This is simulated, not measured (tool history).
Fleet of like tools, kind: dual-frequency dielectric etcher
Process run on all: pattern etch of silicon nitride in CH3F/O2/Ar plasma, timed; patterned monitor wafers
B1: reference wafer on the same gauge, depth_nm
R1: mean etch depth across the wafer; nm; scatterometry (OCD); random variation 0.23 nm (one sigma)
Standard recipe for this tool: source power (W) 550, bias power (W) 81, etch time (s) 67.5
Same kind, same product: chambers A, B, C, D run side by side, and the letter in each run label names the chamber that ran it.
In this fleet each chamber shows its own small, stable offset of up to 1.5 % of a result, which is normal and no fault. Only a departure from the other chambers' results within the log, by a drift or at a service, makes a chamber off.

run 1A hour=7.4 | source_power_(W)=550 bias_power_(W)=81 etch_time_(s)=67.5 | B1=56.337 | R1=55.538
-- hour=12.5 chamber A: wet clean of the chamber
run 2C hour=14.8 | source_power_(W)=550 bias_power_(W)=81 etch_time_(s)=67.5 | B1=56.335 | R1=54.982
run 3B hour=20 | source_power_(W)=550 bias_power_(W)=81 etch_time_(s)=67.5 | B1=56.29 | R1=55.617
run 4D hour=27.5 | source_power_(W)=550 bias_power_(W)=81 etch_time_(s)=67.5 | B1=56.219 | R1=55.777
run 5B hour=31.8 | source_power_(W)=550 bias_power_(W)=81 etch_time_(s)=67.5 | B1=56.308 | R1=54.984
run 6C hour=35.3 | source_power_(W)=550 bias_power_(W)=81 etch_time_(s)=67.5 | B1=56.348 | R1=54.876
run 7D hour=40 | source_power_(W)=550 bias_power_(W)=81 etch_time_(s)=67.5 | B1=56.266 | R1=55.916
run 8A hour=47 | source_power_(W)=610 bias_power_(W)=81 etch_time_(s)=52.5 | B1=56.288 | R1=44.922
-- hour=51.7 chamber B: wet clean of the chamber
run 9A hour=51.8 | source_power_(W)=610 bias_power_(W)=81 etch_time_(s)=52.5 | B1=56.282 | R1=45.053
run 10C hour=58.6 | source_power_(W)=610 bias_power_(W)=81 etch_time_(s)=52.5 | B1=56.306 | R1=44.636
run 11D hour=62.8 | source_power_(W)=610 bias_power_(W)=81 etch_time_(s)=52.5 | B1=56.305 | R1=45.173
run 12B hour=69.8 | source_power_(W)=550 bias_power_(W)=100 etch_time_(s)=67.5 | B1=56.316 | R1=59.593
run 13A hour=75.5 | source_power_(W)=550 bias_power_(W)=100 etch_time_(s)=67.5 | B1=56.343 | R1=59.786
run 14C hour=82.3 | source_power_(W)=550 bias_power_(W)=100 etch_time_(s)=67.5 | B1=56.307 | R1=59.172
run 15B hour=89.3 | source_power_(W)=550 bias_power_(W)=100 etch_time_(s)=67.5 | B1=56.267 | R1=59.307
run 16D hour=93.2 | source_power_(W)=550 bias_power_(W)=81 etch_time_(s)=67.5 | B1=56.322 | R1=55.722
run 17A hour=97.8 | source_power_(W)=550 bias_power_(W)=81 etch_time_(s)=67.5 | B1=56.344 | R1=55.217
run 18C hour=105.3 | source_power_(W)=550 bias_power_(W)=81 etch_time_(s)=67.5 | B1=56.262 | R1=55.016
run 19D hour=112 | source_power_(W)=550 bias_power_(W)=81 etch_time_(s)=67.5 | B1=56.264 | R1=55.959
run 20B hour=116.9 | source_power_(W)=550 bias_power_(W)=81 etch_time_(s)=67.5 | B1=56.258 | R1=55.55
run 21D hour=122.6 | source_power_(W)=550 bias_power_(W)=81 etch_time_(s)=67.5 | B1=56.326 | R1=55.901
run 22B hour=128.5 | source_power_(W)=550 bias_power_(W)=81 etch_time_(s)=67.5 | B1=56.299 | R1=55.423
run 23A hour=132.3 | source_power_(W)=550 bias_power_(W)=81 etch_time_(s)=67.5 | B1=56.359 | R1=55.557
run 24C hour=138 | source_power_(W)=550 bias_power_(W)=81 etch_time_(s)=67.5 | B1=56.235 | R1=54.641
run 25C hour=144.7 | source_power_(W)=550 bias_power_(W)=81 etch_time_(s)=67.5 | B1=56.315 | R1=55.052
run 26B hour=150.1 | source_power_(W)=550 bias_power_(W)=81 etch_time_(s)=67.5 | B1=56.317 | R1=55.253
run 27A hour=156.5 | source_power_(W)=550 bias_power_(W)=81 etch_time_(s)=53.5 | B1=56.301 | R1=43.953

Predict what each chamber gives when all 4 of them run the settings below next.
run 28A hour=162 | source_power_(W)=640 bias_power_(W)=81 etch_time_(s)=67.5 | R1=?
run 28B hour=162 | source_power_(W)=640 bias_power_(W)=81 etch_time_(s)=67.5 | R1=?
run 28C hour=162 | source_power_(W)=640 bias_power_(W)=81 etch_time_(s)=67.5 | R1=?
run 28D hour=162 | source_power_(W)=640 bias_power_(W)=81 etch_time_(s)=67.5 | R1=?

run=28A R1=59.357
run=28B R1=58.594
run=28C R1=58.423
run=28D R1=58.972

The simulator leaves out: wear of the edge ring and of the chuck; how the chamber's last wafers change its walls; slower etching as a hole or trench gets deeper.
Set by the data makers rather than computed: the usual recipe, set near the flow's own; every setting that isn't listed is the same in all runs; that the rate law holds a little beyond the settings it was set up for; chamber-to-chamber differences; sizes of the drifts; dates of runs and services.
